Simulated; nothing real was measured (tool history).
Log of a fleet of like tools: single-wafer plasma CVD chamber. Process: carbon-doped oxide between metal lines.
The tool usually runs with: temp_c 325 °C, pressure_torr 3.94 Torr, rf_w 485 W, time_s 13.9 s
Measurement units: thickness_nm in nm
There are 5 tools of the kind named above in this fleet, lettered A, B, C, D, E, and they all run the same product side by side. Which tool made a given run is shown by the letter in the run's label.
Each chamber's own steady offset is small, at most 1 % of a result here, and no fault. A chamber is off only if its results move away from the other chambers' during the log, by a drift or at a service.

run	hour	temp_c	pressure_torr	rf_w	time_s	hours since the last thermocouple change	hours since the last RF generator calibration	hours since the last manometer calibration	read-back reference wafer on the same gauge, thickness_nm	thickness_nm
1D	11.5	325	3.94	485	13.9	216.0	925.7	1550.8	82.711	74.117
# hour 19.3: chamber E: thermocouple changed; heater temperature recalibrated
2A	26.0	325	3.94	485	13.9	1417.6	1743.7	1183.4	82.667	73.665
3C	37.1	325	3.94	485	13.9	1852.7	1046.4	797.4	82.638	74.404
4B	52.6	325	3.94	485	13.9	69.3	1436.5	1096.2	82.640	74.047
5E	68.4	325	3.94	485	13.9	49.1	1016.9	1672.8	82.596	74.000
6A	76.8	325	3.94	485	13.9	1468.4	1794.5	1234.2	82.607	73.914
7B	90.4	325	3.94	485	13.9	107.1	1474.3	1134.0	82.636	74.220
8D	105.0	325	3.94	485	13.9	309.5	1019.2	1644.3	82.579	74.020
# hour 107.8: chamber D: RF generator calibrated
9C	118.3	325	3.94	485	13.9	1933.9	1127.6	878.6	82.601	74.214
10E	127.2	325	3.94	485	13.9	107.9	1075.7	1731.6	82.598	74.453
# hour 141.8: chamber C: RF generator calibrated
11B	143.0	325	3.94	485	13.9	159.7	1526.9	1186.6	82.559	73.814
12D	154.1	325	3.16	560	13.9	358.6	46.4	1693.4	82.555	79.041
13C	169.2	325	3.16	560	13.9	1984.8	27.5	929.5	82.524	79.278
14E	183.1	325	3.16	560	13.9	163.8	1131.6	1787.5	82.508	79.364
15A	190.8	325	3.16	560	13.9	1582.4	1908.5	1348.2	82.506	78.816
16B	204.0	325	3.16	560	13.9	220.7	1587.9	1247.6	82.458	78.846
17C	219.2	325	3.94	485	13.9	2034.8	77.5	979.5	82.463	74.251
18A	229.0	325	3.94	485	13.9	1620.6	1946.7	1386.4	82.478	73.568
19D	236.7	325	3.94	485	13.9	441.2	129.0	1776.0	82.442	73.941
20E	248.8	325	3.94	485	13.9	229.5	1197.3	1853.2	82.445	74.105
21E	262.7	325	3.94	485	13.9	243.4	1211.2	1867.1	82.414	74.052
22B	278.7	325	3.49	485	13.9	295.4	1662.6	1322.3	82.397	72.727
# hour 281.3: chamber A: RF generator calibrated
23D	290.9	325	3.49	485	13.9	495.4	183.2	1830.2	82.368	72.970
24C	306.1	325	3.49	485	13.9	2121.7	164.4	1066.4	82.392	73.103
25A	313.0	325	3.49	485	13.9	1704.6	31.7	1470.4	82.378	72.448
26B	325.9	325	3.49	485	13.9	342.6	1709.8	1369.5	82.354	72.519
27A	341.0	325	3.94	485	13.9	1732.6	59.7	1498.4	82.385	73.520
28E	354.4	325	3.94	485	13.9	335.1	1302.9	1958.8	82.313	73.987
29C	368.2	325	4.53	485	13.9	2183.8	226.5	1128.5	82.340	75.524
30D	382.0	325	4.53	485	13.9	586.5	274.3	1921.3	82.306	74.992
31A	394.7	325	4.53	485	13.9	1786.3	113.4	1552.1	82.261	74.876
# hour 398.7: chamber B: RF generator calibrated
32D	402.3	325	4.53	485	13.9	606.8	294.6	1941.6	82.308	75.026
33B	414.6	325	4.53	485	13.9	431.3	16.0	1458.2	82.272	75.098
34E	429.2	325	3.94	485	13.9	409.9	1377.7	2033.6	82.235	74.021
35C	441.2	336	3.94	485	13.9	2256.8	299.5	1201.5	82.267	71.152
36C	456.7	336	3.94	485	13.9	2272.3	315.0	1217.0	82.241	71.079
# hour 457.0: chamber B: capacitance manometer re-zeroed and calibrated
37A	469.5	336	3.94	485	13.9	1861.1	188.2	1626.9	82.251	70.764
38B	482.1	336	3.94	485	13.9	498.8	83.5	25.1	82.230	70.840
39D	494.1	336	3.94	485	13.9	698.6	386.4	2033.4	82.192	70.861
40E	504.8	325	3.94	420	13.9	485.5	1453.3	2109.2	82.154	66.884
41E	519.2	325	3.94	420	13.9	499.9	1467.7	2123.6	82.179	66.605

Each of the 5 chambers runs these same settings next. Fill in every chamber's results:
42A	530.6	325	3.94	485	13.9					?
42B	530.6	325	3.94	485	13.9					?
42C	530.6	325	3.94	485	13.9					?
42D	530.6	325	3.94	485	13.9					?
42E	530.6	325	3.94	485	13.9					?

run	thickness_nm
42A	73.197
42B	73.624
42C	73.816
42D	73.797
42E	73.567
